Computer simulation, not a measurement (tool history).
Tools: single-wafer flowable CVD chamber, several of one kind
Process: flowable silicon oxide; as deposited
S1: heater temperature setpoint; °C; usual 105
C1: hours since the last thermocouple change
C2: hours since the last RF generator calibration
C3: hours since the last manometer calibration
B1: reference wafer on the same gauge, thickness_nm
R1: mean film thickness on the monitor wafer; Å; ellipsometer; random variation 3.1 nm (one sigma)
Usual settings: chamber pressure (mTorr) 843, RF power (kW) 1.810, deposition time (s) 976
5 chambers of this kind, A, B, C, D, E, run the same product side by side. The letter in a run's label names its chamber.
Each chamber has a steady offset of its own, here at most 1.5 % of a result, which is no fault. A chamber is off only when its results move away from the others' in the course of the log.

{"run": "1D", "hour": 6.3, "S1": 105, "chamber pressure (mTorr)": 843, "RF power (kW)": 1.81, "deposition time (s)": 976, "C1": 906.9, "C2": 777.4, "C3": 2697.5, "B1": 447.25, "R1": 5224.9}
{"run": "2B", "hour": 19.8, "S1": 105, "chamber pressure (mTorr)": 843, "RF power (kW)": 1.81, "deposition time (s)": 976, "C1": 1922.5, "C2": 1121.7, "C3": 476.1, "B1": 448.45, "R1": 5300.4}
{"run": "3A", "hour": 29.7, "S1": 105, "chamber pressure (mTorr)": 843, "RF power (kW)": 1.81, "deposition time (s)": 976, "C1": 762.5, "C2": 835.5, "C3": 1575.2, "B1": 448.29, "R1": 5238.1}
{"run": "4C", "hour": 38.2, "S1": 105, "chamber pressure (mTorr)": 843, "RF power (kW)": 1.81, "deposition time (s)": 976, "C1": 493.3, "C2": 811.3, "C3": 2157.6, "B1": 447.74, "R1": 5283.4}
{"run": "5E", "hour": 51.5, "S1": 105, "chamber pressure (mTorr)": 843, "RF power (kW)": 1.81, "deposition time (s)": 976, "C1": 942.4, "C2": 308.2, "C3": 1137.8, "B1": 447.82, "R1": 5193.3}
{"run": "6B", "hour": 64.7, "S1": 105, "chamber pressure (mTorr)": 843, "RF power (kW)": 1.81, "deposition time (s)": 976, "C1": 1967.4, "C2": 1166.6, "C3": 521.0, "B1": 447.99, "R1": 5270.0}
{"run": "7E", "hour": 78.4, "S1": 105, "chamber pressure (mTorr)": 843, "RF power (kW)": 1.81, "deposition time (s)": 976, "C1": 969.3, "C2": 335.1, "C3": 1164.7, "B1": 448.51, "R1": 5191.5}
{"run": "8A", "hour": 88.9, "S1": 105, "chamber pressure (mTorr)": 843, "RF power (kW)": 1.81, "deposition time (s)": 976, "C1": 821.7, "C2": 894.7, "C3": 1634.4, "B1": 448.08, "R1": 5242.3}
{"hour": 98.3, "done": "chamber C: RF generator calibrated"}
{"run": "9D", "hour": 98.7, "S1": 105, "chamber pressure (mTorr)": 843, "RF power (kW)": 1.81, "deposition time (s)": 976, "C1": 999.3, "C2": 869.8, "C3": 2789.9, "B1": 447.97, "R1": 5283.5}
{"hour": 101.0, "done": "chamber B: thermocouple changed; heater temperature recalibrated"}
{"run": "10C", "hour": 107.3, "S1": 115, "chamber pressure (mTorr)": 843, "RF power (kW)": 1.81, "deposition time (s)": 976, "C1": 562.4, "C2": 9.1, "C3": 2226.7, "B1": 448.97, "R1": 3798.7}
{"run": "11D", "hour": 114.6, "S1": 115, "chamber pressure (mTorr)": 843, "RF power (kW)": 1.81, "deposition time (s)": 976, "C1": 1015.2, "C2": 885.7, "C3": 2805.8, "B1": 448.28, "R1": 3806.2}
{"run": "12A", "hour": 123.3, "S1": 115, "chamber pressure (mTorr)": 843, "RF power (kW)": 1.81, "deposition time (s)": 976, "C1": 856.1, "C2": 929.1, "C3": 1668.8, "B1": 447.79, "R1": 3786.2}
{"run": "13B", "hour": 133.8, "S1": 115, "chamber pressure (mTorr)": 843, "RF power (kW)": 1.81, "deposition time (s)": 976, "C1": 32.9, "C2": 1235.7, "C3": 590.1, "B1": 447.77, "R1": 3860.3}
{"run": "14C", "hour": 144.7, "S1": 115, "chamber pressure (mTorr)": 843, "RF power (kW)": 1.81, "deposition time (s)": 976, "C1": 599.8, "C2": 46.5, "C3": 2264.1, "B1": 447.89, "R1": 3835.5}
{"run": "15E", "hour": 154.3, "S1": 105, "chamber pressure (mTorr)": 843, "RF power (kW)": 1.81, "deposition time (s)": 976, "C1": 1045.2, "C2": 411.0, "C3": 1240.6, "B1": 447.9, "R1": 5202.2}
{"hour": 159.5, "done": "chamber D: capacitance manometer re-zeroed and calibrated"}
{"run": "16B", "hour": 161.1, "S1": 105, "chamber pressure (mTorr)": 843, "RF power (kW)": 1.81, "deposition time (s)": 976, "C1": 60.2, "C2": 1263.0, "C3": 617.4, "B1": 447.4, "R1": 5288.8}
{"hour": 161.9, "done": "chamber D: thermocouple changed; heater temperature recalibrated"}
{"hour": 166.8, "done": "chamber A: thermocouple changed; heater temperature recalibrated"}
{"run": "17E", "hour": 167.9, "S1": 105, "chamber pressure (mTorr)": 843, "RF power (kW)": 1.81, "deposition time (s)": 976, "C1": 1058.8, "C2": 424.6, "C3": 1254.2, "B1": 448.28, "R1": 5175.1}
{"run": "18C", "hour": 177.3, "S1": 91, "chamber pressure (mTorr)": 731, "RF power (kW)": 1.81, "deposition time (s)": 976, "C1": 632.4, "C2": 79.1, "C3": 2296.7, "B1": 447.91, "R1": 6948.4}
{"run": "19A", "hour": 184.9, "S1": 91, "chamber pressure (mTorr)": 731, "RF power (kW)": 1.81, "deposition time (s)": 976, "C1": 18.2, "C2": 990.7, "C3": 1730.4, "B1": 448.38, "R1": 7024.0}
{"run": "20D", "hour": 191.7, "S1": 91, "chamber pressure (mTorr)": 731, "RF power (kW)": 1.81, "deposition time (s)": 976, "C1": 29.8, "C2": 962.8, "C3": 32.3, "B1": 447.84, "R1": 7407.0}
{"run": "21A", "hour": 204.0, "S1": 91, "chamber pressure (mTorr)": 731, "RF power (kW)": 1.81, "deposition time (s)": 976, "C1": 37.3, "C2": 1009.8, "C3": 1749.5, "B1": 447.9, "R1": 7040.7}
{"run": "22B", "hour": 216.1, "S1": 91, "chamber pressure (mTorr)": 731, "RF power (kW)": 1.81, "deposition time (s)": 976, "C1": 115.2, "C2": 1318.0, "C3": 672.4, "B1": 447.94, "R1": 6927.7}
{"run": "23D", "hour": 225.5, "S1": 105, "chamber pressure (mTorr)": 843, "RF power (kW)": 1.81, "deposition time (s)": 976, "C1": 63.6, "C2": 996.6, "C3": 66.1, "B1": 447.9, "R1": 5599.9}
{"run": "24C", "hour": 234.8, "S1": 105, "chamber pressure (mTorr)": 843, "RF power (kW)": 1.81, "deposition time (s)": 976, "C1": 689.9, "C2": 136.6, "C3": 2354.2, "B1": 448.44, "R1": 5271.1}
{"run": "25E", "hour": 243.8, "S1": 105, "chamber pressure (mTorr)": 843, "RF power (kW)": 1.81, "deposition time (s)": 976, "C1": 1134.7, "C2": 500.5, "C3": 1330.1, "B1": 447.59, "R1": 5237.3}
{"run": "26C", "hour": 254.9, "S1": 105, "chamber pressure (mTorr)": 843, "RF power (kW)": 1.97, "deposition time (s)": 1153, "C1": 710.0, "C2": 156.7, "C3": 2374.3, "B1": 447.62, "R1": 6341.1}
{"run": "27D", "hour": 262.4, "S1": 105, "chamber pressure (mTorr)": 843, "RF power (kW)": 1.97, "deposition time (s)": 1153, "C1": 100.5, "C2": 1033.5, "C3": 103.0, "B1": 447.23, "R1": 6761.9}
{"run": "28E", "hour": 273.5, "S1": 105, "chamber pressure (mTorr)": 843, "RF power (kW)": 1.97, "deposition time (s)": 1153, "C1": 1164.4, "C2": 530.2, "C3": 1359.8, "B1": 447.57, "R1": 6296.5}
{"run": "29A", "hour": 282.1, "S1": 105, "chamber pressure (mTorr)": 843, "RF power (kW)": 1.97, "deposition time (s)": 1153, "C1": 115.4, "C2": 1087.9, "C3": 1827.6, "B1": 448.16, "R1": 6349.7}
{"run": "30B", "hour": 293.8, "S1": 105, "chamber pressure (mTorr)": 843, "RF power (kW)": 1.97, "deposition time (s)": 1153, "C1": 192.9, "C2": 1395.7, "C3": 750.1, "B1": 448.02, "R1": 6366.8}
{"run": "31D", "hour": 301.2, "S1": 105, "chamber pressure (mTorr)": 843, "RF power (kW)": 1.81, "deposition time (s)": 976, "C1": 139.3, "C2": 1072.3, "C3": 141.8, "B1": 447.38, "R1": 5615.2}
{"run": "32B", "hour": 311.3, "S1": 97, "chamber pressure (mTorr)": 843, "RF power (kW)": 1.505, "deposition time (s)": 976, "C1": 210.4, "C2": 1413.2, "C3": 767.6, "B1": 447.79, "R1": 6574.5}
{"run": "33C", "hour": 319.1, "S1": 97, "chamber pressure (mTorr)": 843, "RF power (kW)": 1.505, "deposition time (s)": 976, "C1": 774.2, "C2": 220.9, "C3": 2438.5, "B1": 447.49, "R1": 6589.3}
{"run": "34E", "hour": 333.0, "S1": 97, "chamber pressure (mTorr)": 843, "RF power (kW)": 1.505, "deposition time (s)": 976, "C1": 1223.9, "C2": 589.7, "C3": 1419.3, "B1": 448.2, "R1": 6459.0}

All 5 chambers run these settings next. Forecast each chamber's results:
{"run": "35A", "hour": 343.3, "S1": 105, "chamber pressure (mTorr)": 843, "RF power (kW)": 1.92, "deposition time (s)": 976, "R1": "?"}
{"run": "35B", "hour": 343.3, "S1": 105, "chamber pressure (mTorr)": 843, "RF power (kW)": 1.92, "deposition time (s)": 976, "R1": "?"}
{"run": "35C", "hour": 343.3, "S1": 105, "chamber pressure (mTorr)": 843, "RF power (kW)": 1.92, "deposition time (s)": 976, "R1": "?"}
{"run": "35D", "hour": 343.3, "S1": 105, "chamber pressure (mTorr)": 843, "RF power (kW)": 1.92, "deposition time (s)": 976, "R1": "?"}
{"run": "35E", "hour": 343.3, "S1": 105, "chamber pressure (mTorr)": 843, "RF power (kW)": 1.92, "deposition time (s)": 976, "R1": "?"}

run=35A R1=5323.4
run=35B R1=5379.1
run=35C R1=5414.2
run=35D R1=5675.9
run=35E R1=5261.6

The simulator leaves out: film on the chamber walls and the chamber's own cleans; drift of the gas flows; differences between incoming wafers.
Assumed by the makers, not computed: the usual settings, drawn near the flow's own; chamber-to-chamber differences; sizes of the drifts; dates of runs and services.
